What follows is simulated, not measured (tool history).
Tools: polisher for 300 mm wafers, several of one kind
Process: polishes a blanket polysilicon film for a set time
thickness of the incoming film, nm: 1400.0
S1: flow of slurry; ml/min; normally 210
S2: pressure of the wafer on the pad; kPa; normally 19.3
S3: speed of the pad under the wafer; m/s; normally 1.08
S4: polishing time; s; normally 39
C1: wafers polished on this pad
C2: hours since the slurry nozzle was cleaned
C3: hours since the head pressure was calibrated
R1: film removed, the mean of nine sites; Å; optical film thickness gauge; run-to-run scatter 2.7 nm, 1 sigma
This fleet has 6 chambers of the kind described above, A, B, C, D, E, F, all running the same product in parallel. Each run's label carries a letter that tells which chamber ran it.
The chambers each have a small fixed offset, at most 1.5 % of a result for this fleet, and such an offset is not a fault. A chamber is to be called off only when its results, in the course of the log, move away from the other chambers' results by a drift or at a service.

run 1E hour=14.2 | S1=210 S2=19.3 S3=1.08 S4=39 | C1=1075 C2=129.4 C3=456.4 | R1=3922.5
run 2D hour=25.3 | S1=210 S2=19.3 S3=1.08 S4=39 | C1=984 C2=201.3 C3=175.9 | R1=3955.6
-- hour=32.8 chamber E: worn pad replaced by a new one
run 3A hour=38.8 | S1=210 S2=19.3 S3=1.08 S4=39 | C1=731 C2=73.5 C3=854.9 | R1=3935.3
-- hour=41.9 chamber D: worn pad replaced by a new one
-- hour=44.6 chamber F: head pressure recalibrated
-- hour=46.7 chamber F: worn pad replaced by a new one
run 4F hour=51.0 | S1=210 S2=19.3 S3=1.08 S4=39 | C1=51 C2=275.8 C3=6.4 | R1=4019.1
run 5C hour=65.6 | S1=155 S2=19.3 S3=1.08 S4=29 | C1=1479 C2=304.2 C3=161.8 | R1=2785.3
-- hour=68.5 chamber C: worn pad replaced by a new one
run 6B hour=72.6 | S1=155 S2=19.3 S3=1.08 S4=29 | C1=1117 C2=584.6 C3=308.5 | R1=2795.4
-- hour=87.6 chamber A: worn pad replaced by a new one
run 7D hour=88.2 | S1=155 S2=19.3 S3=1.08 S4=29 | C1=552 C2=264.2 C3=238.8 | R1=2842.4
-- hour=93.3 chamber B: head pressure recalibrated
-- hour=100.6 chamber B: worn pad replaced by a new one
run 8E hour=103.5 | S1=155 S2=19.3 S3=1.08 S4=29 | C1=843 C2=218.7 C3=545.7 | R1=2791.5
run 9F hour=119.5 | S1=155 S2=19.3 S3=1.08 S4=29 | C1=867 C2=344.3 C3=74.9 | R1=2817.1
-- hour=120.1 chamber B: slurry nozzle cleaned
run 10B hour=127.8 | S1=155 S2=19.3 S3=1.08 S4=29 | C1=324 C2=7.8 C3=34.5 | R1=2816.0
-- hour=133.2 chamber E: worn pad replaced by a new one
-- hour=136.9 chamber D: worn pad replaced by a new one
run 11A hour=142.1 | S1=210 S2=19.3 S3=1.08 S4=39 | C1=650 C2=176.8 C3=958.2 | R1=3929.4
-- hour=149.8 chamber F: worn pad replaced by a new one
run 12C hour=156.4 | S1=210 S2=19.3 S3=1.08 S4=39 | C1=1048 C2=395.0 C3=252.6 | R1=3937.1
run 13A hour=168.4 | S1=210 S2=19.3 S3=1.08 S4=39 | C1=964 C2=203.1 C3=984.5 | R1=4005.3
run 14F hour=176.0 | S1=210 S2=19.3 S3=1.08 S4=39 | C1=312 C2=400.8 C3=131.4 | R1=3983.3
-- hour=176.9 chamber C: worn pad replaced by a new one
-- hour=181.2 chamber A: worn pad replaced by a new one
run 15B hour=189.8 | S1=210 S2=19.3 S3=1.08 S4=39 | C1=1063 C2=69.8 C3=96.5 | R1=3904.2
run 16C hour=203.2 | S1=210 S2=19.3 S3=1.08 S4=39 | C1=313 C2=441.8 C3=299.4 | R1=3893.3
-- hour=209.4 chamber B: worn pad replaced by a new one
run 17E hour=217.5 | S1=210 S2=19.3 S3=1.08 S4=39 | C1=1006 C2=332.7 C3=659.7 | R1=3906.0
run 18D hour=230.7 | S1=210 S2=19.3 S3=1.08 S4=39 | C1=1118 C2=406.7 C3=381.3 | R1=3939.7
run 19E hour=242.7 | S1=210 S2=19.3 S3=1.08 S4=39 | C1=1306 C2=357.9 C3=684.9 | R1=3866.1
-- hour=244.4 chamber F: worn pad replaced by a new one
-- hour=251.2 chamber E: worn pad replaced by a new one
-- hour=251.7 chamber E: slurry nozzle cleaned
-- hour=252.9 chamber D: worn pad replaced by a new one
run 20C hour=255.3 | S1=210 S2=19.3 S3=1.08 S4=39 | C1=935 C2=493.9 C3=351.5 | R1=3947.7
run 21D hour=270.5 | S1=210 S2=19.3 S3=1.08 S4=39 | C1=210 C2=446.5 C3=421.1 | R1=3953.7
run 22F hour=279.2 | S1=210 S2=19.3 S3=1.08 S4=39 | C1=415 C2=504.0 C3=234.6 | R1=3977.9
-- hour=287.7 chamber F: slurry nozzle cleaned
-- hour=288.4 chamber A: worn pad replaced by a new one
run 23B hour=291.1 | S1=210 S2=19.3 S3=1.08 S4=39 | C1=974 C2=171.1 C3=197.8 | R1=3935.7
-- hour=296.1 chamber C: worn pad replaced by a new one
run 24A hour=301.2 | S1=210 S2=19.3 S3=1.08 S4=39 | C1=152 C2=335.9 C3=1117.3 | R1=4021.0
-- hour=308.3 chamber C: head pressure recalibrated
run 25D hour=309.9 | S1=210 S2=19.3 S3=1.08 S4=39 | C1=680 C2=485.9 C3=460.5 | R1=3941.3
run 26C hour=320.9 | S1=210 S2=19.3 S3=1.08 S4=39 | C1=296 C2=559.5 C3=12.6 | R1=3929.8
-- hour=323.0 chamber B: worn pad replaced by a new one
run 27F hour=333.3 | S1=210 S2=19.3 S3=1.08 S4=39 | C1=1060 C2=45.7 C3=288.7 | R1=3896.5
-- hour=341.1 chamber C: slurry nozzle cleaned
run 28E hour=348.5 | S1=210 S2=19.3 S3=1.08 S4=39 | C1=1160 C2=96.9 C3=790.7 | R1=3955.2
-- hour=352.5 chamber F: worn pad replaced by a new one
-- hour=358.2 chamber E: worn pad replaced by a new one
run 29B hour=360.6 | S1=210 S2=19.3 S3=1.08 S4=39 | C1=449 C2=240.6 C3=267.3 | R1=3957.3
run 30A hour=368.5 | S1=210 S2=19.3 S3=1.08 S4=39 | C1=955 C2=403.2 C3=1184.6 | R1=4132.7
-- hour=370.3 chamber D: worn pad replaced by a new one
-- hour=376.0 chamber D: slurry nozzle cleaned
-- hour=376.1 chamber D: head pressure recalibrated
run 31B hour=380.7 | S1=210 S2=19.3 S3=1.08 S4=39 | C1=688 C2=260.7 C3=287.4 | R1=3914.7
-- hour=391.2 chamber A: worn pad replaced by a new one
run 32A hour=395.2 | S1=210 S2=19.3 S3=1.38 S4=39 | C1=48 C2=429.9 C3=1211.3 | R1=5271.4
run 33D hour=405.3 | S1=210 S2=19.3 S3=1.38 S4=39 | C1=418 C2=29.4 C3=29.3 | R1=5036.9
-- hour=410.5 chamber C: worn pad replaced by a new one
run 34E hour=419.8 | S1=210 S2=19.3 S3=1.38 S4=39 | C1=734 C2=168.2 C3=862.0 | R1=4976.3
run 35C hour=433.6 | S1=210 S2=19.3 S3=1.38 S4=39 | C1=276 C2=92.5 C3=125.3 | R1=4987.6
-- hour=442.4 chamber B: worn pad replaced by a new one
run 36F hour=447.1 | S1=210 S2=19.3 S3=1.38 S4=39 | C1=1127 C2=159.5 C3=402.5 | R1=5064.3
run 37E hour=454.9 | S1=210 S2=19.3 S3=1.38 S4=39 | C1=1153 C2=203.3 C3=897.1 | R1=4939.4
run 38C hour=466.4 | S1=210 S2=19.3 S3=1.08 S4=39 | C1=667 C2=125.3 C3=158.1 | R1=3909.6
-- hour=467.3 chamber F: worn pad replaced by a new one
run 39F hour=478.1 | S1=210 S2=19.3 S3=1.08 S4=39 | C1=129 C2=190.5 C3=433.5 | R1=3966.3
-- hour=479.0 chamber B: head pressure recalibrated
run 40B hour=485.9 | S1=210 S2=19.3 S3=1.08 S4=39 | C1=518 C2=365.9 C3=6.9 | R1=3931.5
-- hour=490.8 chamber D: worn pad replaced by a new one
-- hour=492.5 chamber A: worn pad replaced by a new one
run 41A hour=494.6 | S1=210 S2=19.3 S3=1.08 S4=39 | C1=25 C2=529.3 C3=1310.7 | R1=4220.8
run 42D hour=505.2 | S1=210 S2=19.3 S3=1.08 S4=39 | C1=172 C2=129.3 C3=129.2 | R1=3964.6
run 43D hour=517.6 | S1=210 S2=19.3 S3=1.08 S4=39 | C1=320 C2=141.7 C3=141.6 | R1=3941.4
run 44A hour=533.0 | S1=210 S2=19.3 S3=1.08 S4=39 | C1=483 C2=567.7 C3=1349.1 | R1=4178.6

The same settings go to every chamber for the next run, one line per chamber below. Forecast the results for each:
run 45A hour=544.6 | S1=210 S2=19.3 S3=1.08 S4=39 | R1=?
run 45B hour=544.6 | S1=210 S2=19.3 S3=1.08 S4=39 | R1=?
run 45C hour=544.6 | S1=210 S2=19.3 S3=1.08 S4=39 | R1=?
run 45D hour=544.6 | S1=210 S2=19.3 S3=1.08 S4=39 | R1=?
run 45E hour=544.6 | S1=210 S2=19.3 S3=1.08 S4=39 | R1=?
run 45F hour=544.6 | S1=210 S2=19.3 S3=1.08 S4=39 | R1=?

run=45A R1=4234.8
run=45B R1=3943.2
run=45C R1=3962.5
run=45D R1=3962.2
run=45E R1=3876.2
run=45F R1=3885.2
